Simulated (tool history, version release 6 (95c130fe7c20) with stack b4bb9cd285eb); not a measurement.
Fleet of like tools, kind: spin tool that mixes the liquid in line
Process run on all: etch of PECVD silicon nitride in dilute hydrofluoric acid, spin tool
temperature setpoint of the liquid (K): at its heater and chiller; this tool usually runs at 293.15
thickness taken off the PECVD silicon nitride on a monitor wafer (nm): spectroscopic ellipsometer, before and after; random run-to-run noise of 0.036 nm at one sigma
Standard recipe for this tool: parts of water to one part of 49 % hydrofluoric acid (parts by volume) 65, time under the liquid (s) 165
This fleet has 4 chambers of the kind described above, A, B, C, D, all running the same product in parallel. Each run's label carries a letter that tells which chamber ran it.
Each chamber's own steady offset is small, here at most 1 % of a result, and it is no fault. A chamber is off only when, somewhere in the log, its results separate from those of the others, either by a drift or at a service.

run   hour  temperature setpoint of the liquid (K)  parts of water to one part of 49 % hydrofluoric acid (parts by volume)  time under the liquid (s)  read-back film thickness of the PECVD silicon nitride reference wafer, read on the same gauge (nm)  thickness taken off the PECVD silicon nitride on a monitor wafer (nm)
 1B    6.5                                  293.15                                                                      65                        165                                                                                             100.010                                                                 6.8964
 2A   16.4                                  293.15                                                                      65                        165                                                                                              99.974                                                                 6.8975
 3C   24.9                                  293.15                                                                      65                        165                                                                                             100.040                                                                 6.8559
 4D   30.9                                  293.15                                                                      65                        165                                                                                             100.000                                                                 6.8295
 5A   36.6                                  293.15                                                                      65                        165                                                                                             100.040                                                                 6.8731
 6B   43.1                                  293.15                                                                      65                        165                                                                                             100.010                                                                 6.8620
 7D   52.2                                  293.15                                                                      65                        165                                                                                             100.050                                                                 6.8090
 8C   60.2                                  293.15                                                                      65                        165                                                                                              99.988                                                                 6.7902
 9A   70.4                                  293.15                                                                      65                        215                                                                                             100.030                                                                 8.8978
10D   79.2                                  293.15                                                                      65                        215                                                                                             100.010                                                                 8.8794
11B   88.3                                  293.15                                                                      65                        215                                                                                             100.010                                                                 8.9558
12C   93.6                                  293.15                                                                      65                        215                                                                                             100.010                                                                 8.8652
13B   98.4                                  293.15                                                                      65                        165                                                                                              99.991                                                                 6.8500
14C  106.9                                  293.15                                                                      65                        165                                                                                              99.975                                                                 6.8746
15A  113.2                                  293.15                                                                      65                        165                                                                                              99.978                                                                 6.8203
16D  121.3                                  293.15                                                                      50                        165                                                                                             100.010                                                                 8.8578
17B  128.9                                  293.15                                                                      50                        165                                                                                              99.961                                                                 8.8203
18A  136.8                                  293.15                                                                      50                        165                                                                                              99.991                                                                 8.9039
19D  142.5                                  293.15                                                                      50                        165                                                                                              99.965                                                                 8.7682
20C  151.5                                  293.15                                                                      65                        165                                                                                              99.984                                                                 6.7871
21D  159.2                                  294.65                                                                      65                        165                                                                                              99.978                                                                 7.5519
22A  165.5                                  294.65                                                                      65                        165                                                                                             100.010                                                                 7.6556
23B  171.1                                  294.65                                                                      65                        165                                                                                             100.060                                                                 7.5757
24C  177.9                                  294.65                                                                      65                        165                                                                                              99.972                                                                 7.4569
25B  184.6                                  293.15                                                                      65                        165                                                                                             100.020                                                                 6.9290
26D  194.2                                  293.15                                                                      65                        165                                                                                             100.030                                                                 6.8685
27A  202.8                                  293.15                                                                      65                        165                                                                                             100.020                                                                 6.9462
28C  207.3                                  293.15                                                                      65                        165                                                                                              99.995                                                                 6.7236
29B  212.2                                  293.15                                                                      80                        165                                                                                             100.020                                                                 5.6188
     213.6  -- chamber A: thermometer replaced
30A  221.4                                  293.15                                                                      80                        165                                                                                             100.000                                                                 5.6489
     223.4  -- chamber B: hydrofluoric acid flow meter replaced
31C  227.6                                  293.15                                                                      80                        165                                                                                             100.030                                                                 5.4915
32D  232.4                                  293.15                                                                      80                        165                                                                                              99.956                                                                 5.5920
33A  241.1                                  293.15                                                                      65                        165                                                                                             100.010                                                                 6.9037
34C  246.4                                  293.15                                                                      65                        165                                                                                              99.993                                                                 6.7199
     251.5  -- chamber C: hydrofluoric acid flow meter replaced
35D  253.2                                  293.15                                                                      65                        165                                                                                              99.990                                                                 6.8065
36B  258.7                                  293.15                                                                      65                        165                                                                                             100.020                                                                 6.8493
37D  268.5                                  293.15                                                                      65                        165                                                                                             100.000                                                                 6.7663
38C  273.1                                  293.15                                                                      65                        165                                                                                             100.000                                                                 6.7021
39A  277.8                                  290.15                                                                      35                        165                                                                                              99.967                                                                10.0600
40B  286.1                                  290.15                                                                      35                        165                                                                                             100.020                                                                10.0520
41B  296.4                                  290.15                                                                      35                        165                                                                                             100.020                                                                10.0700
42D  303.3                                  290.15                                                                      35                        165                                                                                              99.980                                                                10.1420

Each of the 4 chambers runs these same settings next. Fill in every chamber's results:
43A  310.8                                  290.15                                                                      65                        165                                                                                                                                                                          ?
43B  310.8                                  290.15                                                                      65                        165                                                                                                                                                                          ?
43C  310.8                                  290.15                                                                      65                        165                                                                                                                                                                          ?
43D  310.8                                  290.15                                                                      65                        165                                                                                                                                                                          ?

run  thickness taken off the PECVD silicon nitride on a monitor wafer (nm)
43A                                                                 5.6077
43B                                                                 5.5900
43C                                                                 5.4498
43D                                                                 5.5836
